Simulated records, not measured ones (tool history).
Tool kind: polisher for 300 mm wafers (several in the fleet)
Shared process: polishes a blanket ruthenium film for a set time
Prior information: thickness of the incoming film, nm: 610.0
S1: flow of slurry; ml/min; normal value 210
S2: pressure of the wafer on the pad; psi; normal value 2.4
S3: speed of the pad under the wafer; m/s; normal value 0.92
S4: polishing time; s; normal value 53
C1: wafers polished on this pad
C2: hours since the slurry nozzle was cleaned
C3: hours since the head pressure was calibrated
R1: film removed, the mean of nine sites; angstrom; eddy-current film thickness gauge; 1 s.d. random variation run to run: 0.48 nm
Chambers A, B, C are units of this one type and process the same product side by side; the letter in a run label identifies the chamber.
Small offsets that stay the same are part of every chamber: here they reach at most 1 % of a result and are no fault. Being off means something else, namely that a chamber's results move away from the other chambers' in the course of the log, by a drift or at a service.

-- hour=6.6 chamber B: worn pad replaced by a new one
run 1B hour=8 | S1=210 S2=2.4 S3=0.92 S4=53 | C1=20 C2=570.8 C3=402 | R1=642.51
run 2A hour=15.8 | S1=210 S2=2.4 S3=0.92 S4=53 | C1=533 C2=111.8 C3=213.3 | R1=643.29
-- hour=20.5 chamber C: worn pad replaced by a new one
run 3C hour=22.4 | S1=210 S2=2.4 S3=0.92 S4=53 | C1=27 C2=70.2 C3=833.5 | R1=637.15
run 4B hour=28.4 | S1=210 S2=2.4 S3=0.92 S4=53 | C1=316 C2=591.2 C3=422.4 | R1=654.29
run 5C hour=34.2 | S1=210 S2=2.4 S3=0.92 S4=53 | C1=199 C2=82 C3=845.3 | R1=651.52
run 6A hour=38.6 | S1=210 S2=2.4 S3=0.92 S4=53 | C1=864 C2=134.6 C3=236.1 | R1=636.83
run 7C hour=45.3 | S1=210 S2=2.4 S3=0.92 S4=53 | C1=360 C2=93.1 C3=856.4 | R1=644.08
run 8B hour=50.9 | S1=210 S2=2.4 S3=0.92 S4=53 | C1=643 C2=613.7 C3=444.9 | R1=639.74
run 9A hour=58.2 | S1=210 S2=2.4 S3=0.92 S4=53 | C1=1149 C2=154.2 C3=255.7 | R1=645.44
-- hour=59.4 chamber B: head pressure recalibrated
run 10C hour=65.7 | S1=210 S2=2.4 S3=0.92 S4=53 | C1=656 C2=113.5 C3=876.8 | R1=642.18
-- hour=72.6 chamber B: worn pad replaced by a new one
run 11B hour=75 | S1=210 S2=2.4 S3=0.92 S4=53 | C1=35 C2=637.8 C3=15.6 | R1=653.58
run 12A hour=80.3 | S1=210 S2=2.4 S3=0.92 S4=53 | C1=1470 C2=176.3 C3=277.8 | R1=638.53
run 13A hour=88.6 | S1=210 S2=2.4 S3=0.92 S4=53 | C1=1590 C2=184.6 C3=286.1 | R1=649.1
-- hour=89.9 chamber B: slurry nozzle cleaned
-- hour=91.4 chamber C: worn pad replaced by a new one
run 14C hour=94.9 | S1=210 S2=2.4 S3=0.92 S4=53 | C1=51 C2=142.7 C3=906 | R1=645.4
run 15B hour=99.2 | S1=210 S2=2.4 S3=0.92 S4=53 | C1=387 C2=9.3 C3=39.8 | R1=652.87
run 16B hour=108.8 | S1=210 S2=1.8 S3=0.92 S4=53 | C1=526 C2=18.9 C3=49.4 | R1=480.12
run 17C hour=118.1 | S1=210 S2=1.8 S3=0.92 S4=53 | C1=388 C2=165.9 C3=929.2 | R1=477.67
run 18A hour=124.7 | S1=210 S2=1.8 S3=0.92 S4=53 | C1=2114 C2=220.7 C3=322.2 | R1=472.15
run 19A hour=132.6 | S1=210 S2=2.8 S3=0.92 S4=53 | C1=2229 C2=228.6 C3=330.1 | R1=738.65
run 20C hour=142 | S1=210 S2=2.8 S3=0.92 S4=53 | C1=735 C2=189.8 C3=953.1 | R1=758.67
-- hour=145.7 chamber A: slurry nozzle cleaned
-- hour=146.3 chamber B: worn pad replaced by a new one
run 21B hour=151.2 | S1=210 S2=2.8 S3=0.92 S4=53 | C1=72 C2=61.3 C3=91.8 | R1=755.11
-- hour=151.9 chamber C: worn pad replaced by a new one
run 22A hour=158 | S1=210 S2=2.1 S3=0.74 S4=53 | C1=2598 C2=12.3 C3=355.5 | R1=435.83
run 23C hour=164.7 | S1=210 S2=2.1 S3=0.74 S4=53 | C1=186 C2=212.5 C3=975.8 | R1=457.06
-- hour=173.7 chamber C: slurry nozzle cleaned
run 24B hour=173.9 | S1=210 S2=2.1 S3=0.74 S4=53 | C1=401 C2=84 C3=114.5 | R1=451.16
run 25C hour=181.9 | S1=210 S2=2.4 S3=0.92 S4=53 | C1=435 C2=8.2 C3=993 | R1=639.47
run 26B hour=190.4 | S1=210 S2=2.4 S3=0.92 S4=53 | C1=641 C2=100.5 C3=131 | R1=651.25
run 27A hour=197.5 | S1=210 S2=2.4 S3=0.92 S4=53 | C1=3171 C2=51.8 C3=395 | R1=621.99
run 28A hour=206.5 | S1=210 S2=2.4 S3=0.92 S4=53 | C1=3302 C2=60.8 C3=404 | R1=622.23
run 29B hour=213.3 | S1=210 S2=1.8 S3=0.92 S4=40 | C1=973 C2=123.4 C3=153.9 | R1=363.95
-- hour=216.1 chamber C: worn pad replaced by a new one
run 30C hour=222.6 | S1=210 S2=1.8 S3=0.92 S4=40 | C1=94 C2=48.9 C3=1033.7 | R1=364.38
-- hour=223.9 chamber B: worn pad replaced by a new one
run 31B hour=229.2 | S1=210 S2=1.8 S3=0.92 S4=40 | C1=77 C2=139.3 C3=169.8 | R1=362.41
run 32A hour=236.8 | S1=210 S2=2.4 S3=0.92 S4=53 | C1=3742 C2=91.1 C3=434.3 | R1=619.28
run 33C hour=242.8 | S1=210 S2=2.4 S3=0.92 S4=53 | C1=388 C2=69.1 C3=1053.9 | R1=639.93
run 34B hour=247.5 | S1=210 S2=2.4 S3=0.92 S4=53 | C1=342 C2=157.6 C3=188.1 | R1=653.11
run 35C hour=256.2 | S1=210 S2=2.4 S3=0.92 S4=53 | C1=582 C2=82.5 C3=1067.3 | R1=645.18
run 36A hour=264.3 | S1=210 S2=2.4 S3=0.92 S4=53 | C1=4141 C2=118.6 C3=461.8 | R1=606.57
run 37A hour=270.6 | S1=210 S2=2.4 S3=0.92 S4=53 | C1=4232 C2=124.9 C3=468.1 | R1=606.26
run 38C hour=278.5 | S1=210 S2=2.4 S3=0.92 S4=53 | C1=906 C2=104.8 C3=1089.6 | R1=650.83
run 39B hour=286.8 | S1=210 S2=2.4 S3=0.92 S4=71 | C1=913 C2=196.9 C3=227.4 | R1=878.93

Read the log: is a single chamber off, either drifting away or since a service, is the gauge that measures every chamber drifting, or is nothing wrong beyond small per-chamber offsets? Name any odd chamber and what most likely caused it.

One chamber, A, drifts off from the rest bit by bit.
Likeliest cause: removal rate lost through wear of the pad, % = 6.3.
It could be hard to tell apart here from: head's pressure below its setpoint, %.

Which of the 4 candidates below, each the usual settings with something changed and its results left as question marks, puts chamber A back in line with what the other chambers give on the usual settings?
In line means no further than this from the other chambers' mean on the usual settings: R1 17 angstrom
run 40A-1 hour=293.8 | S1=210 S2=2.3 S3=0.92 S4=51 | R1=?
run 40A-2 hour=293.8 | S1=170 S2=2.4 S3=0.92 S4=53 | R1=?
run 40A-3 hour=293.8 | S1=210 S2=2.4 S3=0.96 S4=55 | R1=?
run 40A-4 hour=293.8 | S1=210 S2=2.4 S3=0.92 S4=54 | R1=?

On the usual settings, the other chambers give on average: R1 646.26 angstrom
run=40A-1 R1=553.28
run=40A-2 R1=582.35
run=40A-3 R1=649.99
run=40A-4 R1=611.45
40A-3 brings the chamber back in line.
